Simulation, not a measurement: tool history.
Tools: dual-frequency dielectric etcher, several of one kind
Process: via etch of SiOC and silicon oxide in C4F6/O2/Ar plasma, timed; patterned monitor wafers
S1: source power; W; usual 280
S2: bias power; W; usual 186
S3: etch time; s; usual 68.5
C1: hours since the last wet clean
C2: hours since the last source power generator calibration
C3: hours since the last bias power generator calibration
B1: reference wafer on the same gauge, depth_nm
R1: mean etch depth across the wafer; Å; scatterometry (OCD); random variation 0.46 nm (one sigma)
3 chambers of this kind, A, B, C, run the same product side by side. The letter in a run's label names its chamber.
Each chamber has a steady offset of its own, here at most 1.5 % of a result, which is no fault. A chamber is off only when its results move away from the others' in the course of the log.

Run 1A, hour 14.3: usual settings; C1 640.8; C2 2796.8; C3 961.1; B1 63.465. Result: R1 676.44 Å.
Run 2C, hour 27.1: usual settings; C1 34.7; C2 3009.4; C3 4486; B1 63.433. Result: R1 682.24 Å.
Run 3B, hour 38.4: usual settings; C1 75.8; C2 2594.6; C3 2293.9; B1 63.408. Result: R1 684.92 Å.
At hour 40.2: chamber A: wet clean of the chamber.
Run 4C, hour 46.4: usual settings; C1 54; C2 3028.7; C3 4505.3; B1 63.385. Result: R1 680.21 Å.
Run 5B, hour 57.6: usual settings; C1 95; C2 2613.8; C3 2313.1; B1 63.536. Result: R1 686.16 Å.
Run 6A, hour 66.5: usual settings but S1 210 W, S2 166 W; C1 26.4; C2 2849; C3 1013.3; B1 63.506. Result: R1 579.74 Å.
Run 7B, hour 73.7: usual settings but S1 210 W, S2 166 W; C1 111.1; C2 2629.9; C3 2329.2; B1 63.583. Result: R1 598.04 Å.
Run 8A, hour 85.9: usual settings but S1 210 W, S2 166 W; C1 45.8; C2 2868.4; C3 1032.7; B1 63.449. Result: R1 588.73 Å.
Run 9C, hour 95.5: usual settings; C1 103.1; C2 3077.8; C3 4554.4; B1 63.556. Result: R1 684.7 Å.
Run 10C, hour 103.6: usual settings; C1 111.2; C2 3085.9; C3 4562.5; B1 63.491. Result: R1 680.33 Å.
Run 11B, hour 115.4: usual settings but S1 330 W, S3 54 s; C1 152.8; C2 2671.6; C3 2370.9; B1 63.49. Result: R1 575.22 Å.
Run 12A, hour 128.4: usual settings but S1 330 W, S3 54 s; C1 88.3; C2 2910.9; C3 1075.2; B1 63.563. Result: R1 572.54 Å.
Run 13B, hour 142.5: usual settings but S1 330 W, S3 54 s; C1 179.9; C2 2698.7; C3 2398; B1 63.487. Result: R1 581.45 Å.
Run 14A, hour 155.8: usual settings; C1 115.7; C2 2938.3; C3 1102.6; B1 63.43. Result: R1 682.08 Å.
Run 15C, hour 168.4: usual settings; C1 176; C2 3150.7; C3 4627.3; B1 63.48. Result: R1 683.29 Å.
Run 16A, hour 176.1: usual settings; C1 136; C2 2958.6; C3 1122.9; B1 63.42. Result: R1 682.27 Å.
Run 17B, hour 186.3: usual settings; C1 223.7; C2 2742.5; C3 2441.8; B1 63.607. Result: R1 695.39 Å.
Run 18C, hour 200.2: usual settings; C1 207.8; C2 3182.5; C3 4659.1; B1 63.432. Result: R1 681.99 Å.
Run 19B, hour 207.8: usual settings; C1 245.2; C2 2764; C3 2463.3; B1 63.489. Result: R1 684.79 Å.
Run 20A, hour 222: usual settings; C1 181.9; C2 3004.5; C3 1168.8; B1 63.529. Result: R1 685 Å.
Run 21C, hour 233.7: usual settings; C1 241.3; C2 3216; C3 4692.6; B1 63.561. Result: R1 684.77 Å.
Run 22C, hour 246.9: usual settings; C1 254.5; C2 3229.2; C3 4705.8; B1 63.52. Result: R1 674.46 Å.
Run 23B, hour 258.1: usual settings; C1 295.5; C2 2814.3; C3 2513.6; B1 63.487. Result: R1 683.97 Å.
At hour 263.7: chamber C: bias power generator calibrated.
Run 24A, hour 265.1: usual settings; C1 225; C2 3047.6; C3 1211.9; B1 63.365. Result: R1 681.98 Å.
Run 25A, hour 279.9: usual settings; C1 239.8; C2 3062.4; C3 1226.7; B1 63.55. Result: R1 684.87 Å.
Run 26C, hour 290.3: usual settings; C1 297.9; C2 3272.6; C3 26.6; B1 63.54. Result: R1 682.01 Å.
Run 27B, hour 300: usual settings; C1 337.4; C2 2856.2; C3 2555.5; B1 63.547. Result: R1 683.48 Å.
Run 28B, hour 313.2: usual settings; C1 350.6; C2 2869.4; C3 2568.7; B1 63.644. Result: R1 687.18 Å.
Run 29C, hour 325.3: usual settings but S1 340 W, S2 210 W; C1 332.9; C2 3307.6; C3 61.6; B1 63.585. Result: R1 775.25 Å.
Run 30A, hour 340.8: usual settings but S1 340 W, S2 210 W; C1 300.7; C2 3123.3; C3 1287.6; B1 63.361. Result: R1 770.1 Å.
Run 31A, hour 356.4: usual settings but S1 340 W, S2 210 W; C1 316.3; C2 3138.9; C3 1303.2; B1 63.446. Result: R1 767.33 Å.
Run 32C, hour 368.1: usual settings; C1 375.7; C2 3350.4; C3 104.4; B1 63.488. Result: R1 676.13 Å.
Run 33B, hour 377.2: usual settings; C1 414.6; C2 2933.4; C3 2632.7; B1 63.563. Result: R1 687.29 Å.
Run 34A, hour 390.3: usual settings but S2 145 W, S3 50 s; C1 350.2; C2 3172.8; C3 1337.1; B1 63.478. Result: R1 454.74 Å.
Run 35C, hour 406.1: usual settings but S2 145 W, S3 50 s; C1 413.7; C2 3388.4; C3 142.4; B1 63.563. Result: R1 456.1 Å.
Run 36B, hour 415.3: usual settings but S2 145 W, S3 50 s; C1 452.7; C2 2971.5; C3 2670.8; B1 63.567. Result: R1 463.77 Å.
Run 37C, hour 423.3: usual settings; C1 430.9; C2 3405.6; C3 159.6; B1 63.521. Result: R1 679.13 Å.

What goes on in this fleet: one chamber off, a drifting gauge, or nothing beyond the chambers' own small offsets? Name the chamber and the cause, if any.

No chamber stands off beyond its own small offset, and the gauge holds steady.
